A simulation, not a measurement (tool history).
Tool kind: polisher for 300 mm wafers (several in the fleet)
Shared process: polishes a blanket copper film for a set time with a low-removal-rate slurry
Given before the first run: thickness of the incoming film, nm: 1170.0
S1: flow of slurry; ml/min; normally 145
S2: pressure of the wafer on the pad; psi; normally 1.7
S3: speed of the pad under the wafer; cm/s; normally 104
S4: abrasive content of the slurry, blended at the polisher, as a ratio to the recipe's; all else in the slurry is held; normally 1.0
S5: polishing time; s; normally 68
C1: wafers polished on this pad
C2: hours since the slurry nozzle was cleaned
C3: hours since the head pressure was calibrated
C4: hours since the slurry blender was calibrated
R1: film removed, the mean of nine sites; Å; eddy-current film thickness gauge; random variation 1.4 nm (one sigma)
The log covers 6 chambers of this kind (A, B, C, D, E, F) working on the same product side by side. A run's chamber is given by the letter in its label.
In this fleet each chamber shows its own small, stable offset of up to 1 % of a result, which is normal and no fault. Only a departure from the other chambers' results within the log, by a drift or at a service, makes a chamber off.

| run | hour | S1 | S2 | S3 | S4 | S5 | C1 | C2 | C3 | C4 | R1 |
|---|---|---|---|---|---|---|---|---|---|---|---|
|  | 1.7 | chamber F: worn pad replaced by a new one |
|  | 7.3 | chamber D: worn pad replaced by a new one |
| 1B | 8.4 | 145 | 1.7 | 104 | 1.0 | 68 | 385 | 274.8 | 1597.7 | 194.3 | 1068.10 |
|  | 13.4 | chamber B: slurry nozzle cleaned |
|  | 16.2 | chamber E: worn pad replaced by a new one |
| 2C | 18.2 | 145 | 1.7 | 104 | 1.0 | 68 | 1138 | 554.5 | 428.8 | 289.9 | 1040.90 |
| 3E | 25.2 | 145 | 1.7 | 104 | 1.0 | 68 | 78 | 323.0 | 206.8 | 239.6 | 1041.70 |
|  | 25.5 | chamber F: slurry blender recalibrated |
|  | 28.7 | chamber B: head pressure recalibrated |
| 4A | 34.0 | 145 | 1.7 | 104 | 1.0 | 68 | 1038 | 408.4 | 157.9 | 62.5 | 1043.40 |
| 5D | 41.4 | 145 | 1.7 | 104 | 1.0 | 68 | 296 | 411.6 | 490.9 | 103.5 | 1042.60 |
|  | 43.0 | chamber C: worn pad replaced by a new one |
|  | 48.0 | chamber B: slurry blender recalibrated |
| 6F | 48.8 | 145 | 1.7 | 104 | 1.0 | 68 | 409 | 284.9 | 348.9 | 23.3 | 1063.20 |
| 7F | 59.1 | 145 | 1.7 | 104 | 0.9 | 91 | 499 | 295.2 | 359.2 | 33.6 | 1372.80 |
| 8C | 63.8 | 145 | 1.7 | 104 | 0.9 | 91 | 180 | 600.1 | 474.4 | 335.5 | 1378.40 |
|  | 68.1 | chamber A: worn pad replaced by a new one |
| 9B | 68.9 | 145 | 1.7 | 104 | 0.9 | 91 | 910 | 55.5 | 40.3 | 21.0 | 1355.20 |
| 10E | 78.2 | 145 | 1.7 | 104 | 0.9 | 91 | 538 | 376.0 | 259.8 | 292.6 | 1394.90 |
| 11D | 88.6 | 145 | 1.7 | 104 | 0.9 | 91 | 706 | 458.8 | 538.1 | 150.7 | 1342.10 |
|  | 88.9 | chamber C: slurry nozzle cleaned |
|  | 90.5 | chamber E: slurry blender recalibrated |
| 12A | 98.9 | 145 | 1.7 | 104 | 0.9 | 91 | 268 | 473.3 | 222.8 | 127.4 | 1362.50 |
|  | 101.5 | chamber C: slurry blender recalibrated |
| 13B | 105.9 | 145 | 1.3 | 116 | 1.0 | 68 | 1232 | 92.5 | 77.3 | 58.0 | 914.46 |
|  | 113.1 | chamber B: worn pad replaced by a new one |
| 14F | 116.4 | 145 | 1.3 | 116 | 1.0 | 68 | 997 | 352.5 | 416.5 | 90.9 | 916.51 |
|  | 117.7 | chamber A: slurry blender recalibrated |
| 15E | 126.5 | 145 | 1.3 | 116 | 1.0 | 68 | 958 | 424.3 | 308.1 | 36.1 | 896.16 |
|  | 128.6 | chamber D: worn pad replaced by a new one |
| 16C | 132.7 | 145 | 1.3 | 116 | 1.0 | 68 | 779 | 43.9 | 543.3 | 31.2 | 901.82 |
| 17A | 137.5 | 145 | 1.3 | 116 | 1.0 | 68 | 603 | 511.9 | 261.4 | 19.9 | 898.73 |
| 18D | 147.4 | 145 | 1.3 | 116 | 1.0 | 68 | 163 | 517.6 | 596.9 | 209.5 | 885.49 |
| 19E | 157.8 | 145 | 1.7 | 104 | 1.0 | 68 | 1230 | 455.6 | 339.4 | 67.4 | 1060.30 |
|  | 158.7 | chamber A: head pressure recalibrated |
| 20F | 167.6 | 145 | 1.7 | 104 | 1.0 | 68 | 1442 | 403.7 | 467.7 | 142.1 | 1086.70 |
|  | 171.0 | chamber F: slurry nozzle cleaned |
| 21D | 172.8 | 145 | 1.7 | 104 | 1.0 | 68 | 384 | 543.0 | 622.3 | 234.9 | 1043.00 |
|  | 174.8 | chamber F: worn pad replaced by a new one |
|  | 176.4 | chamber F: slurry blender recalibrated |
| 22A | 181.4 | 145 | 1.7 | 104 | 1.0 | 68 | 985 | 555.8 | 22.7 | 63.8 | 1061.00 |
| 23B | 188.7 | 145 | 1.7 | 104 | 1.0 | 68 | 657 | 175.3 | 160.1 | 140.8 | 1044.80 |
| 24C | 194.1 | 145 | 1.7 | 104 | 1.0 | 68 | 1313 | 105.3 | 604.7 | 92.6 | 1077.00 |
| 25B | 200.4 | 145 | 1.7 | 104 | 1.0 | 68 | 758 | 187.0 | 171.8 | 152.5 | 1060.00 |
|  | 204.8 | chamber E: worn pad replaced by a new one |
| 26D | 205.1 | 145 | 1.7 | 104 | 1.0 | 68 | 664 | 575.3 | 654.6 | 267.2 | 1028.20 |
|  | 208.7 | chamber C: worn pad replaced by a new one |
| 27E | 214.8 | 145 | 1.7 | 104 | 1.0 | 68 | 87 | 512.6 | 396.4 | 124.4 | 1032.80 |
| 28C | 221.8 | 145 | 1.7 | 104 | 1.0 | 68 | 114 | 133.0 | 632.4 | 120.3 | 1042.10 |
|  | 222.6 | chamber D: head pressure recalibrated |
| 29A | 227.1 | 145 | 1.7 | 104 | 1.0 | 68 | 1382 | 601.5 | 68.4 | 109.5 | 1047.20 |
| 30F | 233.4 | 145 | 1.7 | 104 | 1.0 | 68 | 509 | 62.4 | 533.5 | 57.1 | 1139.00 |
| 31C | 238.6 | 170 | 1.7 | 104 | 1.0 | 81 | 260 | 149.8 | 649.2 | 137.1 | 1271.80 |
| 32E | 246.0 | 170 | 1.7 | 104 | 1.0 | 81 | 358 | 543.8 | 427.6 | 155.6 | 1299.60 |
| 33F | 252.1 | 170 | 1.7 | 104 | 1.0 | 81 | 671 | 81.1 | 552.2 | 75.8 | 1434.30 |
|  | 254.8 | chamber A: worn pad replaced by a new one |
| 34A | 260.8 | 170 | 1.7 | 104 | 1.0 | 81 | 52 | 635.2 | 102.1 | 143.2 | 1267.90 |
|  | 270.2 | chamber D: worn pad replaced by a new one |
| 35B | 270.3 | 170 | 1.7 | 104 | 1.0 | 81 | 1366 | 256.9 | 241.7 | 222.4 | 1289.00 |
|  | 273.5 | chamber A: slurry blender recalibrated |
| 36D | 278.4 | 170 | 1.7 | 104 | 1.0 | 81 | 71 | 648.6 | 55.9 | 340.5 | 1261.70 |
|  | 280.0 | chamber E: slurry nozzle cleaned |
| 37A | 283.3 | 145 | 1.7 | 92 | 1.0 | 68 | 248 | 657.7 | 124.6 | 9.9 | 915.36 |
| 38D | 288.7 | 145 | 1.7 | 92 | 1.0 | 68 | 160 | 658.9 | 66.2 | 350.8 | 883.75 |
| 39C | 296.8 | 145 | 1.7 | 92 | 1.0 | 68 | 766 | 208.0 | 707.4 | 195.3 | 938.83 |
| 40E | 302.4 | 145 | 1.7 | 92 | 1.0 | 68 | 848 | 22.4 | 484.0 | 212.0 | 916.64 |

All 6 chambers run these settings next. Forecast each chamber's results:
| 41A | 309.9 | 145 | 1.7 | 104 | 1.0 | 68 |  |  |  |  | ? |
| 41B | 309.9 | 145 | 1.7 | 104 | 1.0 | 68 |  |  |  |  | ? |
| 41C | 309.9 | 145 | 1.7 | 104 | 1.0 | 68 |  |  |  |  | ? |
| 41D | 309.9 | 145 | 1.7 | 104 | 1.0 | 68 |  |  |  |  | ? |
| 41E | 309.9 | 145 | 1.7 | 104 | 1.0 | 68 |  |  |  |  | ? |
| 41F | 309.9 | 145 | 1.7 | 104 | 1.0 | 68 |  |  |  |  | ? |

| run | R1 |
|---|---|
| 41A | 1072.20 |
| 41B | 1056.50 |
| 41C | 1046.10 |
| 41D | 1013.00 |
| 41E | 1051.90 |
| 41F | 1194.50 |
